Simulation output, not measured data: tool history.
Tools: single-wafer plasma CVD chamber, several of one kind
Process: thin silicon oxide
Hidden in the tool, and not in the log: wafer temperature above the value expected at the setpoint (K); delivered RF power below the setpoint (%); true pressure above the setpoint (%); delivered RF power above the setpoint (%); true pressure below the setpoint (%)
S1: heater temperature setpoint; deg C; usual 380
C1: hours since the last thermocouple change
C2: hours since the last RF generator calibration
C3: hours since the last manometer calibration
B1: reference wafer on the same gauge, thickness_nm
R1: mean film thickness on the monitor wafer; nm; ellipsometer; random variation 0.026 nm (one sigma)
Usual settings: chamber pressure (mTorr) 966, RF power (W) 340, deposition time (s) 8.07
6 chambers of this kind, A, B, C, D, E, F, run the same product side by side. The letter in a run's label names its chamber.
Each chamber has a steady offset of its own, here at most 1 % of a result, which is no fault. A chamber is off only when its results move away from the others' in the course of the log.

{"run": "1C", "day": 0.446, "S1": 380, "chamber pressure (mTorr)": 966, "RF power (W)": 340, "deposition time (s)": 8.07, "C1": 1393.1, "C2": 1053.7, "C3": 163.9, "B1": 22.304, "R1": 18.478}
{"run": "2E", "day": 0.892, "S1": 380, "chamber pressure (mTorr)": 966, "RF power (W)": 340, "deposition time (s)": 8.07, "C1": 1414.3, "C2": 1382.8, "C3": 1660.1, "B1": 22.299, "R1": 18.703}
{"run": "3F", "day": 1.438, "S1": 380, "chamber pressure (mTorr)": 966, "RF power (W)": 340, "deposition time (s)": 8.07, "C1": 550.4, "C2": 1671.1, "C3": 40.1, "B1": 22.296, "R1": 18.595}
{"run": "4D", "day": 1.971, "S1": 380, "chamber pressure (mTorr)": 966, "RF power (W)": 340, "deposition time (s)": 8.07, "C1": 66.4, "C2": 266.8, "C3": 1065.8, "B1": 22.29, "R1": 18.613}
{"run": "5B", "day": 2.354, "S1": 380, "chamber pressure (mTorr)": 966, "RF power (W)": 340, "deposition time (s)": 8.07, "C1": 1290.2, "C2": 730.9, "C3": 894.3, "B1": 22.282, "R1": 18.404}
{"day": 2.688, "done": "chamber A: capacitance manometer re-zeroed and calibrated"}
{"run": "6A", "day": 2.692, "S1": 380, "chamber pressure (mTorr)": 966, "RF power (W)": 340, "deposition time (s)": 8.07, "C1": 849.9, "C2": 777.1, "C3": 0.1, "B1": 22.285, "R1": 18.493}
{"run": "7B", "day": 3.0, "S1": 380, "chamber pressure (mTorr)": 966, "RF power (W)": 340, "deposition time (s)": 8.07, "C1": 1305.7, "C2": 746.4, "C3": 909.8, "B1": 22.287, "R1": 18.387}
{"run": "8D", "day": 3.458, "S1": 380, "chamber pressure (mTorr)": 966, "RF power (W)": 340, "deposition time (s)": 8.07, "C1": 102.1, "C2": 302.5, "C3": 1101.5, "B1": 22.271, "R1": 18.638}
{"run": "9A", "day": 4.025, "S1": 380, "chamber pressure (mTorr)": 966, "RF power (W)": 340, "deposition time (s)": 8.07, "C1": 881.9, "C2": 809.1, "C3": 32.1, "B1": 22.273, "R1": 18.47}
{"day": 4.112, "done": "chamber E: thermocouple changed; heater temperature recalibrated"}
{"run": "10C", "day": 4.329, "S1": 380, "chamber pressure (mTorr)": 966, "RF power (W)": 340, "deposition time (s)": 8.07, "C1": 1486.3, "C2": 1146.9, "C3": 257.1, "B1": 22.282, "R1": 18.477}
{"run": "11F", "day": 4.604, "S1": 380, "chamber pressure (mTorr)": 966, "RF power (W)": 340, "deposition time (s)": 8.07, "C1": 626.4, "C2": 1747.1, "C3": 116.1, "B1": 22.274, "R1": 18.582}
{"run": "12E", "day": 5.042, "S1": 380, "chamber pressure (mTorr)": 966, "RF power (W)": 340, "deposition time (s)": 8.07, "C1": 22.3, "C2": 1482.4, "C3": 1759.7, "B1": 22.261, "R1": 18.689}
{"run": "13B", "day": 5.596, "S1": 380, "chamber pressure (mTorr)": 966, "RF power (W)": 340, "deposition time (s)": 8.07, "C1": 1368.0, "C2": 808.7, "C3": 972.1, "B1": 22.27, "R1": 18.374}
{"run": "14C", "day": 6.067, "S1": 380, "chamber pressure (mTorr)": 966, "RF power (W)": 340, "deposition time (s)": 8.07, "C1": 1528.0, "C2": 1188.6, "C3": 298.8, "B1": 22.264, "R1": 18.449}
{"run": "15E", "day": 6.625, "S1": 380, "chamber pressure (mTorr)": 966, "RF power (W)": 340, "deposition time (s)": 8.07, "C1": 60.3, "C2": 1520.4, "C3": 1797.7, "B1": 22.258, "R1": 18.622}
{"run": "16D", "day": 7.175, "S1": 380, "chamber pressure (mTorr)": 966, "RF power (W)": 340, "deposition time (s)": 8.07, "C1": 191.3, "C2": 391.7, "C3": 1190.7, "B1": 22.251, "R1": 18.564}
{"run": "17F", "day": 7.788, "S1": 380, "chamber pressure (mTorr)": 966, "RF power (W)": 340, "deposition time (s)": 8.07, "C1": 702.8, "C2": 1823.5, "C3": 192.5, "B1": 22.248, "R1": 18.559}
{"run": "18A", "day": 8.246, "S1": 380, "chamber pressure (mTorr)": 966, "RF power (W)": 340, "deposition time (s)": 8.07, "C1": 983.2, "C2": 910.4, "C3": 133.4, "B1": 22.248, "R1": 18.461}
{"run": "19D", "day": 8.529, "S1": 380, "chamber pressure (mTorr)": 966, "RF power (W)": 340, "deposition time (s)": 8.07, "C1": 223.8, "C2": 424.2, "C3": 1223.2, "B1": 22.25, "R1": 18.631}
{"run": "20F", "day": 8.846, "S1": 380, "chamber pressure (mTorr)": 966, "RF power (W)": 340, "deposition time (s)": 8.07, "C1": 728.2, "C2": 1848.9, "C3": 217.9, "B1": 22.243, "R1": 18.581}
{"run": "21B", "day": 9.129, "S1": 380, "chamber pressure (mTorr)": 966, "RF power (W)": 340, "deposition time (s)": 8.07, "C1": 1452.8, "C2": 893.5, "C3": 1056.9, "B1": 22.244, "R1": 18.378}
{"run": "22E", "day": 9.733, "S1": 380, "chamber pressure (mTorr)": 966, "RF power (W)": 340, "deposition time (s)": 8.07, "C1": 134.9, "C2": 1595.0, "C3": 1872.3, "B1": 22.234, "R1": 18.638}
{"run": "23C", "day": 10.333, "S1": 392, "chamber pressure (mTorr)": 966, "RF power (W)": 365, "deposition time (s)": 8.07, "C1": 1630.4, "C2": 1291.0, "C3": 401.2, "B1": 22.226, "R1": 18.811}
{"run": "24A", "day": 10.708, "S1": 392, "chamber pressure (mTorr)": 966, "RF power (W)": 365, "deposition time (s)": 8.07, "C1": 1042.3, "C2": 969.5, "C3": 192.5, "B1": 22.238, "R1": 18.764}
{"day": 10.988, "done": "chamber D: capacitance manometer re-zeroed and calibrated"}
{"run": "25E", "day": 11.233, "S1": 392, "chamber pressure (mTorr)": 966, "RF power (W)": 365, "deposition time (s)": 8.07, "C1": 170.9, "C2": 1631.0, "C3": 1908.3, "B1": 22.236, "R1": 18.997}
{"run": "26C", "day": 11.8, "S1": 392, "chamber pressure (mTorr)": 966, "RF power (W)": 365, "deposition time (s)": 8.07, "C1": 1665.6, "C2": 1326.2, "C3": 436.4, "B1": 22.229, "R1": 18.738}
{"day": 11.971, "done": "chamber E: RF generator calibrated"}
{"run": "27A", "day": 12.175, "S1": 392, "chamber pressure (mTorr)": 966, "RF power (W)": 365, "deposition time (s)": 8.07, "C1": 1077.5, "C2": 1004.7, "C3": 227.7, "B1": 22.22, "R1": 18.755}
{"run": "28F", "day": 12.629, "S1": 392, "chamber pressure (mTorr)": 966, "RF power (W)": 365, "deposition time (s)": 8.07, "C1": 819.0, "C2": 1939.7, "C3": 308.7, "B1": 22.224, "R1": 18.957}
{"run": "29D", "day": 13.108, "S1": 380, "chamber pressure (mTorr)": 966, "RF power (W)": 340, "deposition time (s)": 8.07, "C1": 333.7, "C2": 534.1, "C3": 51.0, "B1": 22.217, "R1": 18.6}
{"day": 13.429, "done": "chamber C: thermocouple changed; heater temperature recalibrated"}
{"day": 13.521, "done": "chamber B: RF generator calibrated"}
{"run": "30B", "day": 13.633, "S1": 380, "chamber pressure (mTorr)": 966, "RF power (W)": 340, "deposition time (s)": 8.07, "C1": 1560.9, "C2": 2.8, "C3": 1165.0, "B1": 22.218, "R1": 18.369}
{"run": "31A", "day": 13.967, "S1": 380, "chamber pressure (mTorr)": 966, "RF power (W)": 340, "deposition time (s)": 8.07, "C1": 1120.5, "C2": 1047.7, "C3": 270.7, "B1": 22.207, "R1": 18.41}
{"day": 14.258, "done": "chamber F: RF generator calibrated"}
{"run": "32B", "day": 14.592, "S1": 380, "chamber pressure (mTorr)": 966, "RF power (W)": 340, "deposition time (s)": 8.07, "C1": 1583.9, "C2": 25.8, "C3": 1188.0, "B1": 22.213, "R1": 18.324}
{"run": "33E", "day": 15.05, "S1": 380, "chamber pressure (mTorr)": 966, "RF power (W)": 340, "deposition time (s)": 8.07, "C1": 262.5, "C2": 74.0, "C3": 1999.9, "B1": 22.201, "R1": 18.595}
{"run": "34F", "day": 15.629, "S1": 380, "chamber pressure (mTorr)": 966, "RF power (W)": 340, "deposition time (s)": 8.07, "C1": 891.0, "C2": 33.0, "C3": 380.7, "B1": 22.202, "R1": 18.544}
{"run": "35D", "day": 16.15, "S1": 380, "chamber pressure (mTorr)": 966, "RF power (W)": 340, "deposition time (s)": 8.07, "C1": 406.7, "C2": 607.1, "C3": 124.0, "B1": 22.204, "R1": 18.538}
{"day": 16.654, "done": "chamber C: RF generator calibrated"}
{"run": "36C", "day": 16.654, "S1": 380, "chamber pressure (mTorr)": 966, "RF power (W)": 340, "deposition time (s)": 8.07, "C1": 77.5, "C2": 0.0, "C3": 552.9, "B1": 22.186, "R1": 18.385}
{"run": "37C", "day": 17.117, "S1": 380, "chamber pressure (mTorr)": 966, "RF power (W)": 340, "deposition time (s)": 8.07, "C1": 88.6, "C2": 11.1, "C3": 564.0, "B1": 22.193, "R1": 18.408}
{"run": "38A", "day": 17.454, "S1": 393, "chamber pressure (mTorr)": 966, "RF power (W)": 340, "deposition time (s)": 8.07, "C1": 1204.2, "C2": 1131.4, "C3": 354.4, "B1": 22.19, "R1": 18.207}
{"run": "39F", "day": 18.058, "S1": 393, "chamber pressure (mTorr)": 966, "RF power (W)": 340, "deposition time (s)": 8.07, "C1": 949.3, "C2": 91.3, "C3": 439.0, "B1": 22.18, "R1": 18.372}
{"run": "40E", "day": 18.417, "S1": 393, "chamber pressure (mTorr)": 966, "RF power (W)": 340, "deposition time (s)": 8.07, "C1": 343.3, "C2": 154.8, "C3": 2080.7, "B1": 22.183, "R1": 18.423}
{"run": "41B", "day": 18.871, "S1": 393, "chamber pressure (mTorr)": 966, "RF power (W)": 340, "deposition time (s)": 8.07, "C1": 1686.6, "C2": 128.5, "C3": 1290.7, "B1": 22.186, "R1": 18.14}
{"run": "42D", "day": 19.342, "S1": 393, "chamber pressure (mTorr)": 966, "RF power (W)": 340, "deposition time (s)": 8.07, "C1": 483.3, "C2": 683.7, "C3": 200.6, "B1": 22.175, "R1": 18.381}
{"run": "43B", "day": 19.621, "S1": 393, "chamber pressure (mTorr)": 966, "RF power (W)": 340, "deposition time (s)": 8.07, "C1": 1704.6, "C2": 146.5, "C3": 1308.7, "B1": 22.174, "R1": 18.186}

Is one chamber off against the others, does the gauge drift, or is nothing wrong? If a chamber is off, say which, and what the likeliest cause is.

The gauge drifts, so all chambers seem to drift together. No chamber is off.
Cause: gauge reads low (%) = 0.573.
